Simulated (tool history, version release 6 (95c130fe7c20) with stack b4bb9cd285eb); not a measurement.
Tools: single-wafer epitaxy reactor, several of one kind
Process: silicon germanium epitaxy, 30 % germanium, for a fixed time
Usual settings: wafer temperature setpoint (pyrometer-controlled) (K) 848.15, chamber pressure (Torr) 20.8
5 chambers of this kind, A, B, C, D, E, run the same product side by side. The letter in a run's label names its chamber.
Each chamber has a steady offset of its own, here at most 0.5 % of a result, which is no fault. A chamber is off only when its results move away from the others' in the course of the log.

run	hour	wafer temperature setpoint (pyrometer-controlled) (K)	chamber pressure (Torr)	read-back reference wafer on the same gauge, thickness_nm	mean film thickness on the monitor wafer (Å)
1A	5.9	848.15	20.8	43.164	373.2
2B	12.5	848.15	20.8	43.223	376.7
3E	21.2	848.15	20.8	43.151	373.55
4C	29.6	848.15	20.8	43.307	377.85
5D	38.7	848.15	20.8	43.126	368.65
6C	45.5	848.15	20.8	43.148	379.7
7E	51.1	848.15	20.8	43.219	374.05
8D	61.3	848.15	18.1	43.239	352.08
9B	65.7	848.15	18.1	43.237	354.52
10A	72.8	848.15	18.1	43.169	351.7
11D	81.6	848.15	18.1	43.184	357.66
12A	89.8	848.15	18.1	43.155	351.62
13B	97.5	839.15	20.8	43.223	314.38
14C	103.8	839.15	20.8	43.256	316.04
15E	111.4	839.15	20.8	43.19	316.78
16D	116.9	839.15	20.8	43.163	314.56
# hour 121.3: chamber E: pyrometer calibrated
17A	123.4	839.15	20.8	43.178	316.1
18E	131	848.15	20.8	43.241	401.76
19C	136.6	858.15	20.8	43.189	456.16
20B	142.5	858.15	20.8	43.155	452.17
21E	150.7	858.15	20.8	43.249	486.52
# hour 157.5: chamber E: capacitance manometer re-zeroed and calibrated
22C	158.7	858.15	20.8	43.163	457.8
23D	168	858.15	20.8	43.264	450.58
24B	177.9	848.15	20.8	43.183	371.4
25A	188	848.15	20.8	43.128	375.63
26B	196	848.15	20.8	43.128	371.33
27E	203.6	848.15	20.8	43.208	401.73
28C	211.6	848.15	20.8	43.208	376.88
29D	220.3	848.15	22.9	43.258	391.73
30A	227.2	848.15	22.9	43.175	387.28
31D	233.7	848.15	22.9	43.147	387.22

Next, every chamber runs the same settings. What will each give?
32A	241.1	848.15	20.8		?
32B	241.1	848.15	20.8		?
32C	241.1	848.15	20.8		?
32D	241.1	848.15	20.8		?
32E	241.1	848.15	20.8		?

run	mean film thickness on the monitor wafer (Å)
32A	370.89
32B	372.95
32C	374.5
32D	369.59
32E	402.76

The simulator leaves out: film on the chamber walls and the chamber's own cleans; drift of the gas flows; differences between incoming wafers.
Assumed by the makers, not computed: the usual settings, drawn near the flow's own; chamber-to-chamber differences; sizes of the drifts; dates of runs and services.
